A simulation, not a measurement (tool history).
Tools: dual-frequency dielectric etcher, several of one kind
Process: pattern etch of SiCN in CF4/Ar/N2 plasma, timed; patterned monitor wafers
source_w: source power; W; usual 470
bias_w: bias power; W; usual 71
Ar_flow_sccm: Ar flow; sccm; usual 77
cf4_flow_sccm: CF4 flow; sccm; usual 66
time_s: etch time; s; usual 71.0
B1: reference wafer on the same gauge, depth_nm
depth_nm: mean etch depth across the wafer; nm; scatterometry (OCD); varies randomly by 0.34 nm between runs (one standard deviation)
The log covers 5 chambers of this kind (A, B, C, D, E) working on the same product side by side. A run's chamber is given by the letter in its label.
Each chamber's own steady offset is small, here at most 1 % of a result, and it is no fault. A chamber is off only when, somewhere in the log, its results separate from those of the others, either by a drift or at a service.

{"run": "1D", "hour": 5.0, "source_w": 470, "bias_w": 71, "Ar_flow_sccm": 77, "cf4_flow_sccm": 66, "time_s": 71.0, "B1": 54.426, "depth_nm": 65.026}
{"run": "2A", "hour": 11.4, "source_w": 470, "bias_w": 71, "Ar_flow_sccm": 77, "cf4_flow_sccm": 66, "time_s": 71.0, "B1": 54.342, "depth_nm": 65.242}
{"run": "3B", "hour": 16.3, "source_w": 470, "bias_w": 71, "Ar_flow_sccm": 77, "cf4_flow_sccm": 66, "time_s": 71.0, "B1": 54.416, "depth_nm": 64.689}
{"hour": 18.9, "done": "chamber E: bias power generator calibrated"}
{"run": "4C", "hour": 20.3, "source_w": 470, "bias_w": 71, "Ar_flow_sccm": 77, "cf4_flow_sccm": 66, "time_s": 71.0, "B1": 54.455, "depth_nm": 66.128}
{"run": "5E", "hour": 25.9, "source_w": 470, "bias_w": 71, "Ar_flow_sccm": 77, "cf4_flow_sccm": 66, "time_s": 71.0, "B1": 54.38, "depth_nm": 65.089}
{"run": "6C", "hour": 31.8, "source_w": 470, "bias_w": 71, "Ar_flow_sccm": 77, "cf4_flow_sccm": 66, "time_s": 80.5, "B1": 54.45, "depth_nm": 74.854}
{"run": "7A", "hour": 35.2, "source_w": 470, "bias_w": 71, "Ar_flow_sccm": 77, "cf4_flow_sccm": 66, "time_s": 80.5, "B1": 54.327, "depth_nm": 74.502}
{"hour": 36.0, "done": "chamber C: wet clean of the chamber"}
{"run": "8E", "hour": 39.8, "source_w": 470, "bias_w": 71, "Ar_flow_sccm": 77, "cf4_flow_sccm": 66, "time_s": 80.5, "B1": 54.372, "depth_nm": 73.111}
{"run": "9B", "hour": 46.5, "source_w": 470, "bias_w": 71, "Ar_flow_sccm": 77, "cf4_flow_sccm": 66, "time_s": 80.5, "B1": 54.435, "depth_nm": 72.299}
{"hour": 46.9, "done": "chamber A: wet clean of the chamber"}
{"run": "10D", "hour": 51.7, "source_w": 470, "bias_w": 71, "Ar_flow_sccm": 77, "cf4_flow_sccm": 66, "time_s": 80.5, "B1": 54.322, "depth_nm": 74.827}
{"run": "11D", "hour": 57.3, "source_w": 470, "bias_w": 71, "Ar_flow_sccm": 77, "cf4_flow_sccm": 66, "time_s": 71.0, "B1": 54.443, "depth_nm": 64.768}
{"run": "12C", "hour": 62.7, "source_w": 470, "bias_w": 71, "Ar_flow_sccm": 77, "cf4_flow_sccm": 66, "time_s": 71.0, "B1": 54.419, "depth_nm": 65.413}
{"run": "13A", "hour": 67.8, "source_w": 470, "bias_w": 71, "Ar_flow_sccm": 77, "cf4_flow_sccm": 66, "time_s": 71.0, "B1": 54.337, "depth_nm": 68.919}
{"run": "14B", "hour": 73.0, "source_w": 470, "bias_w": 71, "Ar_flow_sccm": 77, "cf4_flow_sccm": 66, "time_s": 71.0, "B1": 54.357, "depth_nm": 64.918}
{"run": "15E", "hour": 79.4, "source_w": 470, "bias_w": 71, "Ar_flow_sccm": 77, "cf4_flow_sccm": 79, "time_s": 71.0, "B1": 54.4, "depth_nm": 66.749}
{"run": "16C", "hour": 84.5, "source_w": 470, "bias_w": 71, "Ar_flow_sccm": 77, "cf4_flow_sccm": 79, "time_s": 71.0, "B1": 54.442, "depth_nm": 67.978}
{"run": "17D", "hour": 88.1, "source_w": 470, "bias_w": 71, "Ar_flow_sccm": 77, "cf4_flow_sccm": 79, "time_s": 71.0, "B1": 54.411, "depth_nm": 67.042}
{"run": "18E", "hour": 94.6, "source_w": 470, "bias_w": 71, "Ar_flow_sccm": 77, "cf4_flow_sccm": 79, "time_s": 71.0, "B1": 54.356, "depth_nm": 66.692}
{"run": "19B", "hour": 98.5, "source_w": 470, "bias_w": 71, "Ar_flow_sccm": 77, "cf4_flow_sccm": 79, "time_s": 71.0, "B1": 54.432, "depth_nm": 66.594}
{"run": "20A", "hour": 102.3, "source_w": 470, "bias_w": 71, "Ar_flow_sccm": 77, "cf4_flow_sccm": 66, "time_s": 71.0, "B1": 54.407, "depth_nm": 68.442}
{"run": "21A", "hour": 107.6, "source_w": 470, "bias_w": 71, "Ar_flow_sccm": 77, "cf4_flow_sccm": 72, "time_s": 81.5, "B1": 54.368, "depth_nm": 79.745}
{"run": "22D", "hour": 114.2, "source_w": 470, "bias_w": 71, "Ar_flow_sccm": 77, "cf4_flow_sccm": 72, "time_s": 81.5, "B1": 54.368, "depth_nm": 75.776}
{"run": "23E", "hour": 118.9, "source_w": 470, "bias_w": 71, "Ar_flow_sccm": 77, "cf4_flow_sccm": 72, "time_s": 81.5, "B1": 54.422, "depth_nm": 75.468}
{"run": "24B", "hour": 124.1, "source_w": 470, "bias_w": 71, "Ar_flow_sccm": 77, "cf4_flow_sccm": 72, "time_s": 81.5, "B1": 54.438, "depth_nm": 75.194}
{"run": "25C", "hour": 127.3, "source_w": 470, "bias_w": 71, "Ar_flow_sccm": 77, "cf4_flow_sccm": 72, "time_s": 81.5, "B1": 54.449, "depth_nm": 76.389}
{"run": "26E", "hour": 131.2, "source_w": 470, "bias_w": 71, "Ar_flow_sccm": 77, "cf4_flow_sccm": 66, "time_s": 71.0, "B1": 54.4, "depth_nm": 65.183}
{"run": "27C", "hour": 135.7, "source_w": 470, "bias_w": 71, "Ar_flow_sccm": 77, "cf4_flow_sccm": 66, "time_s": 71.0, "B1": 54.443, "depth_nm": 65.779}
{"run": "28A", "hour": 138.7, "source_w": 470, "bias_w": 71, "Ar_flow_sccm": 77, "cf4_flow_sccm": 66, "time_s": 71.0, "B1": 54.439, "depth_nm": 68.8}
{"run": "29D", "hour": 144.9, "source_w": 470, "bias_w": 71, "Ar_flow_sccm": 77, "cf4_flow_sccm": 66, "time_s": 71.0, "B1": 54.435, "depth_nm": 65.396}
{"run": "30B", "hour": 148.6, "source_w": 470, "bias_w": 71, "Ar_flow_sccm": 90, "cf4_flow_sccm": 66, "time_s": 60.0, "B1": 54.419, "depth_nm": 53.32}
{"run": "31E", "hour": 153.6, "source_w": 470, "bias_w": 71, "Ar_flow_sccm": 90, "cf4_flow_sccm": 66, "time_s": 60.0, "B1": 54.442, "depth_nm": 53.417}

Read the log: is a single chamber off, either drifting away or since a service, is the gauge that measures every chamber drifting, or is nothing wrong beyond small per-chamber offsets? Name any odd chamber and what most likely caused it.

Chamber A has stood off from the others ever since a service on it.
Cause: etch rate over this chamber's usual, % = 4.93.

Which of the 4 candidates below, each the usual settings with something changed and its results left as question marks, puts chamber A back in line with what the other chambers give on the usual settings?
To be in line, a result may differ from the other chambers' mean on the usual settings by at most: depth_nm 1.200 nm
{"run": "32A-1", "hour": 158.4, "source_w": 470, "bias_w": 72, "Ar_flow_sccm": 77, "cf4_flow_sccm": 66, "time_s": 74.5, "depth_nm": "?"}
{"run": "32A-2", "hour": 158.4, "source_w": 460, "bias_w": 71, "Ar_flow_sccm": 77, "cf4_flow_sccm": 66, "time_s": 68.5, "depth_nm": "?"}
{"run": "32A-3", "hour": 158.4, "source_w": 470, "bias_w": 71, "Ar_flow_sccm": 77, "cf4_flow_sccm": 66, "time_s": 70.0, "depth_nm": "?"}
{"run": "32A-4", "hour": 158.4, "source_w": 470, "bias_w": 71, "Ar_flow_sccm": 77, "cf4_flow_sccm": 66, "time_s": 72.0, "depth_nm": "?"}

Mean of the other chambers on the usual settings: depth_nm 65.051 nm
run=32A-1 depth_nm=72.126
run=32A-2 depth_nm=64.774
run=32A-3 depth_nm=67.449
run=32A-4 depth_nm=69.377
32A-2 is the one that brings the chamber's results back in line with the other chambers.
